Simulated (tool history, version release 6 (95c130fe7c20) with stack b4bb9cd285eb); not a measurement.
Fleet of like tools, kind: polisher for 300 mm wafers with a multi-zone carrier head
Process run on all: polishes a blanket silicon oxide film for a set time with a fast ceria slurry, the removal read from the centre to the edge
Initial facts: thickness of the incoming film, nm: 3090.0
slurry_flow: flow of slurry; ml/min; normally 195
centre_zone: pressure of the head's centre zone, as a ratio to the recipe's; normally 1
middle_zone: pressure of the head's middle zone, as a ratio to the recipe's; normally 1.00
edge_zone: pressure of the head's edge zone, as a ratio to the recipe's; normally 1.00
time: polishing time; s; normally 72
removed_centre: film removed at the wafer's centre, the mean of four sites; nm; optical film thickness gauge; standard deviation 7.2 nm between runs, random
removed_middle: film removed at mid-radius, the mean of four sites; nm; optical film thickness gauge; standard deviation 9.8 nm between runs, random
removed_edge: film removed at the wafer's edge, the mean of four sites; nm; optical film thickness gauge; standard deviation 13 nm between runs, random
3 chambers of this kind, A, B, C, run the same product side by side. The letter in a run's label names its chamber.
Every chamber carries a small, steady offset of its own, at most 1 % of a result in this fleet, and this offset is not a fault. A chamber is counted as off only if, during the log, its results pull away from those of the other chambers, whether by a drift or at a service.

run     day  slurry_flow  centre_zone  middle_zone  edge_zone  time  wafers polished on this pad  hours since the slurry nozzle was cleaned  hours since the centre zone pressure was calibrated  hours since the edge zone pressure was calibrated  removed_centre  removed_middle  removed_edge
 1A   0.392          195            1         1.00       1.00    72                          416                                      178.2                                                336.2                                             1475.5          1097.2         1085.20        1087.9
 2C   0.671          195            1         1.00       1.00    72                          755                                      171.7                                                208.2                                               41.9          1088.5         1093.00        1097.3
 3B   1.171          195            1         1.00       1.00    72                          297                                      548.4                                                586.8                                              205.7          1091.9         1083.00        1104.7
 4C   1.575          195            1         1.00       1.00    72                          888                                      193.4                                                229.9                                               63.6          1091.3         1082.60        1078.5
      1.925  -- chamber C: worn pad replaced by a new one
 5B   1.950          195            1         1.00       1.00    72                          412                                      567.1                                                605.5                                              224.4          1079.4         1075.80        1066.8
      2.046  -- chamber A: slurry nozzle cleaned
 6A   2.296          195            1         1.00       1.00    72                          696                                        6.1                                                381.9                                             1521.2          1087.0         1094.10        1090.9
      2.342  -- chamber A: worn pad replaced by a new one
 7A   2.562          195            1         1.00       1.00    72                           32                                       12.5                                                388.3                                             1527.6          1088.7         1094.10        1089.6
      2.792  -- chamber B: slurry nozzle cleaned
 8B   2.938          195            1         0.91       1.08    72                          557                                        3.6                                                629.2                                              248.1          1073.7          993.86        1120.4
 9C   3.246          195            1         0.91       1.08    72                          194                                      233.5                                                270.0                                              103.7          1098.5          992.66        1163.5
      3.629  -- chamber B: worn pad replaced by a new one
10B   3.658          195            1         0.91       1.08    72                            4                                       20.9                                                646.5                                              265.4          1083.9         1011.20        1151.6
11C   3.888          195            1         1.00       1.00    72                          288                                      248.9                                                285.4                                              119.1          1092.4         1083.80        1117.1
12A   4.296          195            1         1.00       1.00    72                          287                                       54.1                                                429.9                                             1569.2          1079.4         1089.40        1126.4
13B   4.567          195            1         1.00       1.00    72                          138                                       42.7                                                668.3                                              287.2          1090.5         1085.80        1058.9
14C   5.058          195            1         1.00       1.00    72                          460                                      277.0                                                313.5                                              147.2          1088.7         1086.70        1097.7
15A   5.438          195            1         1.00       1.00    72                          455                                       81.5                                                457.3                                             1596.6          1074.4         1089.40        1083.4
      5.471  -- chamber A: edge zone pressure recalibrated
      5.500  -- chamber B: edge zone pressure recalibrated
16A   5.808          195            1         1.00       1.00    72                          510                                       90.4                                                466.2                                                8.1          1064.9         1091.60        1069.1
17B   6.300          195            1         1.07       1.00    84                          393                                       84.3                                                709.9                                               19.2          1264.6         1333.10        1244.7
18C   6.608          195            1         1.07       1.00    84                          688                                      314.2                                                350.7                                              184.4          1289.3         1351.80        1227.0
      6.892  -- chamber A: worn pad replaced by a new one
19B   6.900          195            1         1.07       1.00    84                          481                                       98.7                                                724.3                                               33.6          1263.8         1345.40        1265.7
20A   7.350          195            1         1.00       1.00    72                           67                                      127.4                                                503.2                                               45.1          1054.5         1104.10        1084.1
      7.592  -- chamber B: worn pad replaced by a new one
21C   7.838          195            1         1.00       1.00    72                          869                                      343.7                                                380.2                                              213.9          1099.1         1087.50        1075.1
22C   8.342          195            1         1.00       1.00    72                          943                                      355.8                                                392.3                                              226.0          1094.0         1080.50        1105.3
      8.392  -- chamber C: worn pad replaced by a new one
23B   8.792          195            1         1.00       1.00    72                          176                                      144.1                                                769.7                                               79.0          1076.8         1075.10        1067.1
24A   9.092          195            1         1.00       1.00    72                          323                                      169.2                                                545.0                                               86.9          1036.2         1107.80        1075.8
25C   9.575          195            1         1.00       1.00    72                          174                                      385.4                                                421.9                                              255.6          1082.9         1082.60        1070.7
26A   9.912          245            1         1.00       1.08    72                          444                                      188.9                                                564.7                                              106.6          1059.9         1127.10        1180.9
27B  10.300          245            1         1.00       1.08    72                          398                                      180.3                                                805.9                                              115.2          1111.6         1105.60        1139.8
     10.425  -- chamber A: slurry nozzle cleaned
28C  10.683          245            1         1.00       1.08    72                          337                                      412.0                                                448.5                                              282.2          1135.1         1119.70        1161.5
29B  11.025          195            1         1.00       1.00    72                          504                                      197.7                                                823.3                                              132.6          1080.0         1066.20        1081.6
30A  11.429          230            1         1.11       1.00    72                          667                                       24.2                                                601.1                                              143.0          1028.1         1244.20        1097.3
     11.658  -- chamber B: worn pad replaced by a new one
31C  11.692          230            1         1.11       1.00    72                          485                                      436.2                                                472.7                                              306.4          1113.5         1219.40        1113.3
32A  11.971          230            1         1.11       1.00    72                          747                                       37.2                                                614.1                                              156.0          1022.6         1232.90        1088.4
33B  12.221          235            1         1.00       1.00    72                           83                                      226.4                                                852.0                                              161.3          1107.7         1114.50        1111.3

Next, all 3 chambers run the settings below, one line each with question marks for the results. What does each chamber give?
34A  12.579          195            1         1.00       1.00    72                                                                                                                                                                                               ?               ?             ?
34B  12.579          195            1         1.00       1.00    72                                                                                                                                                                                               ?               ?             ?
34C  12.579          195            1         1.00       1.00    72                                                                                                                                                                                               ?               ?             ?

run  removed_centre  removed_middle  removed_edge
34A          1012.4         1114.70        1120.2
34B          1081.5         1087.90        1089.4
34C          1092.3         1104.10        1112.9

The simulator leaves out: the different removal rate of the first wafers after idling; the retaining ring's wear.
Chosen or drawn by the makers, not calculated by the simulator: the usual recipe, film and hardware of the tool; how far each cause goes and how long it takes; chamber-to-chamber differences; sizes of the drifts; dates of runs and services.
